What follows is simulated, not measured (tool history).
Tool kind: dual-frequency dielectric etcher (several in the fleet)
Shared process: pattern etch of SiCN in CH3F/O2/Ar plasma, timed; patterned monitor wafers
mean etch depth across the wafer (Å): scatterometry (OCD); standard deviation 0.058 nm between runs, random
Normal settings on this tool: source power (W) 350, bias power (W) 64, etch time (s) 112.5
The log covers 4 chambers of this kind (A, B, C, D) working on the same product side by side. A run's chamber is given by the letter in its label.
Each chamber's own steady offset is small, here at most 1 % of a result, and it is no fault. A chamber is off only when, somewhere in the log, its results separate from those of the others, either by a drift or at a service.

run	hour	source power (W)	bias power (W)	etch time (s)	read-back reference wafer on the same gauge, depth_nm	mean etch depth across the wafer (Å)
1C	7.1	350	64	112.5	41.911	388.15
2B	15.6	350	64	112.5	41.936	383.29
# hour 21.8: chamber C: wet clean of the chamber
3D	24.5	350	64	112.5	41.925	386.81
4A	32.5	350	64	112.5	41.934	383.91
5C	40.5	350	64	112.5	41.951	388.91
6B	50.5	350	64	112.5	41.979	382.37
7D	58.6	350	64	112.5	41.969	386.32
8A	66.9	350	64	112.5	42.006	385.11
9A	73.6	350	64	112.5	41.986	385.08
10D	78.9	350	64	112.5	41.977	385.76
# hour 81.0: chamber D: wet clean of the chamber
11C	88.2	350	64	112.5	41.987	389.57
12B	93.9	350	64	112.5	42.010	383.69
13B	100.4	350	64	112.5	42.023	384.46
14D	108.0	350	64	112.5	42.030	387.72
15A	114.7	350	64	112.5	42.038	384.13
16C	121.4	350	64	112.5	42.034	389.67
17B	131.9	350	64	112.5	42.065	385.28
18C	137.5	350	64	112.5	42.071	389.34
19D	146.6	350	64	112.5	42.078	387.85
20A	155.0	350	64	112.5	42.101	385.32
21D	165.1	350	64	112.5	42.092	388.34
22A	173.0	270	64	112.5	42.120	349.15
23C	181.5	270	64	112.5	42.116	352.60
24B	189.8	270	64	112.5	42.124	349.57
25A	196.6	270	64	112.5	42.139	349.85
26D	206.1	350	64	112.5	42.152	388.87

Is one chamber out of step, is the gauge drifting, or do the chambers differ by no more than their own small offsets? For an off chamber, give its letter and the likeliest cause.

The shared gauge is drifting. All chambers look as if they move in step, but none is off.
Cause: gauge reads high (%) = 0.622.
